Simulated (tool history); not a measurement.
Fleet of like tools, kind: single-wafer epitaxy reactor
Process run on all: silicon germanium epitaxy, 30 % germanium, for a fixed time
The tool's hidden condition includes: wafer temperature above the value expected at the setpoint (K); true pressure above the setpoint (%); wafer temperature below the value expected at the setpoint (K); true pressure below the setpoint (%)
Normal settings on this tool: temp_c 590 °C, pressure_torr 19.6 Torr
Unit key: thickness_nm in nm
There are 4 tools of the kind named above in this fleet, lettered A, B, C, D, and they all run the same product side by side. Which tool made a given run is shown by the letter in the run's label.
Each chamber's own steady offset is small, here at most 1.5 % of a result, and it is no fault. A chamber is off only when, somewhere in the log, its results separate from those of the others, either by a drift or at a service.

| run | day | temp_c | pressure_torr | hours since the last pyrometer calibration | hours since the last manometer calibration | read-back reference wafer on the same gauge, thickness_nm | thickness_nm |
|---|---|---|---|---|---|---|---|
| 1C | 0.133 | 590 | 19.6 | 909.6 | 1802.4 | 51.308 | 48.015 |
| 2B | 0.342 | 590 | 19.6 | 752.5 | 800.9 | 51.318 | 48.456 |
| 3A | 0.575 | 590 | 19.6 | 370.9 | 970.4 | 51.321 | 49.226 |
| 4D | 0.712 | 590 | 19.6 | 1898 | 2938.6 | 51.304 | 48.524 |
| 5C | 0.883 | 590 | 19.6 | 927.6 | 1820.4 | 51.305 | 48.101 |
| 6D | 1.067 | 590 | 19.6 | 1906.5 | 2947.1 | 51.301 | 48.508 |
| 7A | 1.312 | 590 | 19.6 | 388.6 | 988.1 | 51.33 | 49.256 |
| 8B | 1.462 | 595 | 21.5 | 779.4 | 827.8 | 51.328 | 55.365 |
| 9A | 1.717 | 595 | 21.5 | 398.3 | 997.8 | 51.312 | 55.994 |
| 10D | 1.967 | 595 | 21.5 | 1928.1 | 2968.7 | 51.315 | 55.458 |
| 11B | 2.138 | 595 | 21.5 | 795.6 | 844 | 51.319 | 55.272 |
| 12C | 2.333 | 590 | 19.6 | 962.4 | 1855.2 | 51.293 | 48.007 |
| 13A | 2.554 | 590 | 19.6 | 418.4 | 1017.9 | 51.287 | 49.041 |
| 14C | 2.708 | 590 | 19.6 | 971.4 | 1864.2 | 51.29 | 47.93 |
| 15B | 2.925 | 599 | 17.2 | 814.5 | 862.9 | 51.305 | 54.376 |
| 16D | 3.075 | 599 | 17.2 | 1954.7 | 2995.3 | 51.305 | 54.226 |
| 17A | 3.242 | 599 | 17.2 | 434.9 | 1034.4 | 51.313 | 55.097 |
| 18D | 3.475 | 599 | 17.2 | 1964.3 | 3004.9 | 51.32 | 54.182 |
| 19C | 3.667 | 590 | 19.6 | 994.4 | 1887.2 | 51.319 | 47.894 |
|  | 3.846 | chamber D: pyrometer calibrated |
| 20B | 3.871 | 601 | 15.1 | 837.2 | 885.6 | 51.303 | 53.791 |
| 21A | 4.071 | 601 | 15.1 | 454.8 | 1054.3 | 51.282 | 54.248 |
| 22B | 4.329 | 601 | 15.1 | 848.2 | 896.6 | 51.307 | 53.693 |
| 23C | 4.5 | 601 | 15.1 | 1014.4 | 1907.2 | 51.313 | 52.533 |
| 24D | 4.658 | 590 | 22.5 | 19.6 | 3033.3 | 51.316 | 53.252 |
| 25A | 4.9 | 590 | 22.5 | 474.7 | 1074.2 | 51.298 | 51.63 |
| 26B | 5.162 | 590 | 22.5 | 868.2 | 916.6 | 51.288 | 51.008 |
| 27D | 5.333 | 590 | 22.5 | 35.8 | 3049.5 | 51.335 | 53.239 |
| 28C | 5.496 | 590 | 19.6 | 1038.3 | 1931.1 | 51.315 | 48.02 |
| 29A | 5.754 | 582 | 17.3 | 495.2 | 1094.7 | 51.316 | 39.86 |
| 30D | 5.938 | 582 | 17.3 | 50.3 | 3064 | 51.298 | 41.307 |
| 31B | 6.121 | 582 | 17.3 | 891.2 | 939.6 | 51.286 | 39.699 |
| 32C | 6.271 | 582 | 17.3 | 1056.9 | 1949.7 | 51.313 | 39.219 |

Which is it: a chamber that has drifted or been left off by a service, a gauge drift common to all chambers, or only each chamber's usual small offset? If a chamber is off, name it and its likeliest cause.

A service on chamber D put it out of line with the rest.
Cause: wafer temperature above the value expected at the setpoint (K) = 2.06.

Which of the 4 candidates below, each the usual settings with something changed and its results left as question marks, puts chamber D back in line with what the other chambers give on the usual settings?
To be in line, a result may differ from the other chambers' mean on the usual settings by at most: thickness_nm 0.47 nm
| 33D-1 | 6.475 | 592 | 19.8 |  |  |  | ? |
| 33D-2 | 6.475 | 588 | 19.6 |  |  |  | ? |
| 33D-3 | 6.475 | 590 | 23.6 |  |  |  | ? |
| 33D-4 | 6.475 | 586 | 19.6 |  |  |  | ? |

Mean of the other chambers on the usual settings: thickness_nm 48.501 nm
| run | thickness_nm |
|---|---|
| 33D-1 | 52.652 |
| 33D-2 | 48.687 |
| 33D-3 | 54.476 |
| 33D-4 | 46.903 |
The right change is 33D-2: it brings the chamber back within the allowed miss of the others.

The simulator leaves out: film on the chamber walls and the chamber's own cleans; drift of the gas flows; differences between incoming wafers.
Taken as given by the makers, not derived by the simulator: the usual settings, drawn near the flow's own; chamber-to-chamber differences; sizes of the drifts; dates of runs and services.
